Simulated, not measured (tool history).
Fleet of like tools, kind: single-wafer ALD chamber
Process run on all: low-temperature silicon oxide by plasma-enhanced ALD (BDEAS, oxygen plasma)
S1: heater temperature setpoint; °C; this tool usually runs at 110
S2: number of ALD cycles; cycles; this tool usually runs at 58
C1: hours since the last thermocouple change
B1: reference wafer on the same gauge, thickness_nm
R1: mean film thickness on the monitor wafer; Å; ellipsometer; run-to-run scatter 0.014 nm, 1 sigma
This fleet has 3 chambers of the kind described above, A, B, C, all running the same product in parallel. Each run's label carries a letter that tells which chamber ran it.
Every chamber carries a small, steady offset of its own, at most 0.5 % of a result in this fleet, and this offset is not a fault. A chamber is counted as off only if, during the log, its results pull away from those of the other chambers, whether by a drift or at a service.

run,hour,S1,S2,C1,B1,R1
1C,3.8,110,58,1895.4,9.6495,81.690
2A,7.1,110,58,131.1,9.6488,81.358
3B,13.7,110,58,842.4,9.6512,81.876
4A,18.5,110,58,142.5,9.6412,81.071
5B,23.8,110,58,852.5,9.6374,81.601
6C,28.2,110,58,1919.8,9.6390,81.241
7A,31.1,110,58,155.1,9.6396,81.319
8B,35.9,110,58,864.6,9.6427,81.436
9C,38.7,110,58,1930.3,9.6356,81.593
10A,41.7,110,58,165.7,9.6384,81.164
11C,46.2,110,58,1937.8,9.6348,81.413
12B,49.8,110,58,878.5,9.6358,81.436
13B,54.1,110,58,882.8,9.6329,81.214
14C,58.3,110,58,1949.9,9.6298,81.451
15A,64.0,110,58,188.0,9.6302,80.746
16A,69.1,115,54,193.1,9.6319,74.813
17B,75.1,115,54,903.8,9.6239,75.012
18C,81.0,115,54,1972.6,9.6229,75.164
19A,85.3,110,58,209.3,9.6217,81.206
20C,91.6,110,54,1983.2,9.6170,75.919
21B,96.9,110,54,925.6,9.6212,75.718
22A,103.0,110,54,227.0,9.6170,75.239
23C,107.6,110,58,1999.2,9.6138,81.173
24B,112.6,110,58,941.3,9.6143,81.014
25A,117.2,110,58,241.2,9.6127,80.788
26C,121.2,110,58,2012.8,9.6137,81.369
27B,125.5,110,58,954.2,9.6098,81.129
28B,129.4,110,58,958.1,9.6101,81.099
29A,133.2,110,50,257.2,9.6098,69.773
30C,139.3,110,50,2030.9,9.6060,69.903
31A,142.7,110,50,266.7,9.6054,69.735
32B,147.6,110,58,976.3,9.6012,81.170
33C,151.8,110,58,2043.4,9.6039,81.216
34A,157.5,110,58,281.5,9.6018,80.470
35C,160.5,110,58,2052.1,9.6009,81.022
36B,165.6,110,58,994.3,9.6017,80.906
37B,171.0,110,58,999.7,9.5927,80.802
38C,176.2,110,58,2067.8,9.5976,81.318
39A,181.0,110,58,305.0,9.5896,81.052
40B,186.5,110,58,1015.2,9.5874,81.242
41A,190.3,110,58,314.3,9.5848,80.683
42C,194.3,110,58,2085.9,9.5887,81.030
43C,200.4,110,58,2092.0,9.5817,80.964

Next, every chamber runs the same settings. What will each give?
44A,205.1,110,50,,,?
44B,205.1,110,50,,,?
44C,205.1,110,50,,,?

run,R1
44A,69.577
44B,70.017
44C,69.774
